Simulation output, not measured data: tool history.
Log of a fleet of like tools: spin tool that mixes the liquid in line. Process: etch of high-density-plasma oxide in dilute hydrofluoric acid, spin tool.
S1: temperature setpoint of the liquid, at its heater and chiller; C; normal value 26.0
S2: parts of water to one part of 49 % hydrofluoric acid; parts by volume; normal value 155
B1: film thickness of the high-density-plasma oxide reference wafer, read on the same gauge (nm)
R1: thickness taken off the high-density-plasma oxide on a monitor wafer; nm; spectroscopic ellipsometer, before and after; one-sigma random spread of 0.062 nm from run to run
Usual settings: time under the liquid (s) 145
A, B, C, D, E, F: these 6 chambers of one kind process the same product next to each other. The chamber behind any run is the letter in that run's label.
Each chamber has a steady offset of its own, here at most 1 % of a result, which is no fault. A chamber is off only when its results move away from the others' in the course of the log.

{"run": "1A", "hour": 10.2, "S1": 26.0, "S2": 155, "time under the liquid (s)": 145, "B1": 129.97, "R1": 9.133}
{"run": "2D", "hour": 22.9, "S1": 26.0, "S2": 155, "time under the liquid (s)": 145, "B1": 130.0, "R1": 9.116}
{"run": "3F", "hour": 34.4, "S1": 26.0, "S2": 155, "time under the liquid (s)": 145, "B1": 130.05, "R1": 9.2171}
{"run": "4C", "hour": 42.8, "S1": 26.0, "S2": 155, "time under the liquid (s)": 145, "B1": 129.98, "R1": 9.284}
{"run": "5E", "hour": 56.7, "S1": 26.0, "S2": 155, "time under the liquid (s)": 145, "B1": 129.99, "R1": 9.0572}
{"run": "6B", "hour": 68.4, "S1": 26.0, "S2": 155, "time under the liquid (s)": 145, "B1": 129.99, "R1": 9.3118}
{"hour": 78.6, "done": "chamber C: hydrofluoric acid flow meter replaced"}
{"run": "7D", "hour": 79.9, "S1": 26.0, "S2": 155, "time under the liquid (s)": 145, "B1": 129.97, "R1": 9.1736}
{"run": "8E", "hour": 90.3, "S1": 30.0, "S2": 235, "time under the liquid (s)": 145, "B1": 129.98, "R1": 6.3736}
{"run": "9B", "hour": 101.1, "S1": 30.0, "S2": 235, "time under the liquid (s)": 145, "B1": 130.01, "R1": 6.4048}
{"run": "10F", "hour": 111.5, "S1": 30.0, "S2": 235, "time under the liquid (s)": 145, "B1": 130.01, "R1": 6.415}
{"run": "11A", "hour": 125.9, "S1": 30.0, "S2": 235, "time under the liquid (s)": 145, "B1": 129.99, "R1": 6.2765}
{"run": "12C", "hour": 136.9, "S1": 30.0, "S2": 235, "time under the liquid (s)": 145, "B1": 130.06, "R1": 6.3826}
{"hour": 150.5, "done": "chamber B: hydrofluoric acid flow meter replaced"}
{"run": "13A", "hour": 150.9, "S1": 30.0, "S2": 235, "time under the liquid (s)": 145, "B1": 129.96, "R1": 6.3161}
{"run": "14E", "hour": 160.7, "S1": 22.0, "S2": 210, "time under the liquid (s)": 145, "B1": 129.96, "R1": 5.4465}
{"run": "15B", "hour": 173.9, "S1": 22.0, "S2": 210, "time under the liquid (s)": 145, "B1": 130.05, "R1": 5.5889}
{"run": "16F", "hour": 187.5, "S1": 22.0, "S2": 210, "time under the liquid (s)": 145, "B1": 129.99, "R1": 5.4611}
{"run": "17C", "hour": 200.8, "S1": 22.0, "S2": 210, "time under the liquid (s)": 145, "B1": 130.02, "R1": 5.5751}
{"run": "18D", "hour": 208.5, "S1": 22.0, "S2": 210, "time under the liquid (s)": 145, "B1": 130.0, "R1": 5.4979}
{"run": "19E", "hour": 221.7, "S1": 22.0, "S2": 210, "time under the liquid (s)": 145, "B1": 130.02, "R1": 5.5029}
{"run": "20C", "hour": 235.6, "S1": 26.0, "S2": 155, "time under the liquid (s)": 145, "B1": 129.98, "R1": 9.2241}
{"run": "21D", "hour": 245.3, "S1": 26.0, "S2": 155, "time under the liquid (s)": 145, "B1": 129.98, "R1": 9.1197}
{"run": "22F", "hour": 258.6, "S1": 26.0, "S2": 155, "time under the liquid (s)": 145, "B1": 130.02, "R1": 9.2287}
{"run": "23A", "hour": 268.8, "S1": 26.0, "S2": 155, "time under the liquid (s)": 145, "B1": 129.95, "R1": 9.1601}
{"run": "24B", "hour": 277.2, "S1": 26.0, "S2": 155, "time under the liquid (s)": 145, "B1": 129.99, "R1": 9.3438}
{"run": "25A", "hour": 291.0, "S1": 26.0, "S2": 155, "time under the liquid (s)": 145, "B1": 129.99, "R1": 9.1544}
{"run": "26B", "hour": 307.0, "S1": 26.0, "S2": 155, "time under the liquid (s)": 145, "B1": 129.97, "R1": 9.3477}
{"run": "27C", "hour": 314.4, "S1": 26.0, "S2": 155, "time under the liquid (s)": 145, "B1": 130.03, "R1": 9.2148}
{"run": "28F", "hour": 330.7, "S1": 26.0, "S2": 155, "time under the liquid (s)": 145, "B1": 130.02, "R1": 9.2797}
{"run": "29D", "hour": 347.0, "S1": 29.5, "S2": 155, "time under the liquid (s)": 145, "B1": 130.0, "R1": 10.395}
{"run": "30E", "hour": 354.7, "S1": 29.5, "S2": 155, "time under the liquid (s)": 145, "B1": 130.0, "R1": 10.152}
{"run": "31A", "hour": 366.8, "S1": 29.5, "S2": 155, "time under the liquid (s)": 145, "B1": 130.01, "R1": 10.411}
{"run": "32B", "hour": 381.0, "S1": 29.5, "S2": 155, "time under the liquid (s)": 145, "B1": 130.03, "R1": 10.55}
{"run": "33E", "hour": 392.8, "S1": 29.5, "S2": 155, "time under the liquid (s)": 145, "B1": 129.97, "R1": 9.9469}
{"run": "34C", "hour": 409.0, "S1": 29.5, "S2": 155, "time under the liquid (s)": 145, "B1": 130.03, "R1": 10.524}
{"run": "35D", "hour": 423.9, "S1": 26.0, "S2": 155, "time under the liquid (s)": 145, "B1": 130.01, "R1": 9.0928}
{"run": "36F", "hour": 433.9, "S1": 26.0, "S2": 155, "time under the liquid (s)": 145, "B1": 130.04, "R1": 9.1746}
{"run": "37D", "hour": 441.7, "S1": 26.0, "S2": 155, "time under the liquid (s)": 145, "B1": 130.02, "R1": 9.1669}
{"run": "38B", "hour": 451.5, "S1": 26.0, "S2": 155, "time under the liquid (s)": 145, "B1": 130.02, "R1": 9.4137}
{"run": "39A", "hour": 460.3, "S1": 26.0, "S2": 155, "time under the liquid (s)": 145, "B1": 129.97, "R1": 9.1184}
{"hour": 474.8, "done": "chamber A: hydrofluoric acid flow meter replaced"}
{"run": "40C", "hour": 475.4, "S1": 26.0, "S2": 155, "time under the liquid (s)": 145, "B1": 129.96, "R1": 9.302}
{"run": "41F", "hour": 486.4, "S1": 26.0, "S2": 155, "time under the liquid (s)": 145, "B1": 130.01, "R1": 9.1499}
{"run": "42E", "hour": 501.1, "S1": 26.0, "S2": 155, "time under the liquid (s)": 145, "B1": 130.01, "R1": 8.5119}
{"run": "43A", "hour": 515.5, "S1": 26.0, "S2": 155, "time under the liquid (s)": 145, "B1": 130.04, "R1": 9.1639}
{"run": "44B", "hour": 527.7, "S1": 26.0, "S2": 155, "time under the liquid (s)": 145, "B1": 130.01, "R1": 9.2945}

Is one chamber out of step, is the gauge drifting, or do the chambers differ by no more than their own small offsets? For an off chamber, give its letter and the likeliest cause.

Little by little, chamber E moves away from the other chambers.
Cause: hydrofluoric acid flow below the setpoint (%) = 6.4.
The log may not separate it from: liquid colder than its thermometer reads (K).

Here are 4 candidates for chamber E's next run, each the usual settings with a change, their results left as question marks. Which one brings its results back in line with what the others give on the usual settings?
In line means no further than this from the other chambers' mean on the usual settings: R1 0.2200 nm
{"run": "45E-1", "hour": 539.5, "S1": 26.0, "S2": 165, "time under the liquid (s)": 145, "R1": "?"}
{"run": "45E-2", "hour": 539.5, "S1": 26.0, "S2": 150, "time under the liquid (s)": 150, "R1": "?"}
{"run": "45E-3", "hour": 539.5, "S1": 26.5, "S2": 140, "time under the liquid (s)": 145, "R1": "?"}
{"run": "45E-4", "hour": 539.5, "S1": 22.5, "S2": 155, "time under the liquid (s)": 145, "R1": "?"}

Mean of the other chambers on the usual settings: R1 9.2244 nm
run=45E-1 R1=7.9260
run=45E-2 R1=9.1920
run=45E-3 R1=9.8259
run=45E-4 R1=7.4790
It is 45E-2 that realigns the chamber with its peers.
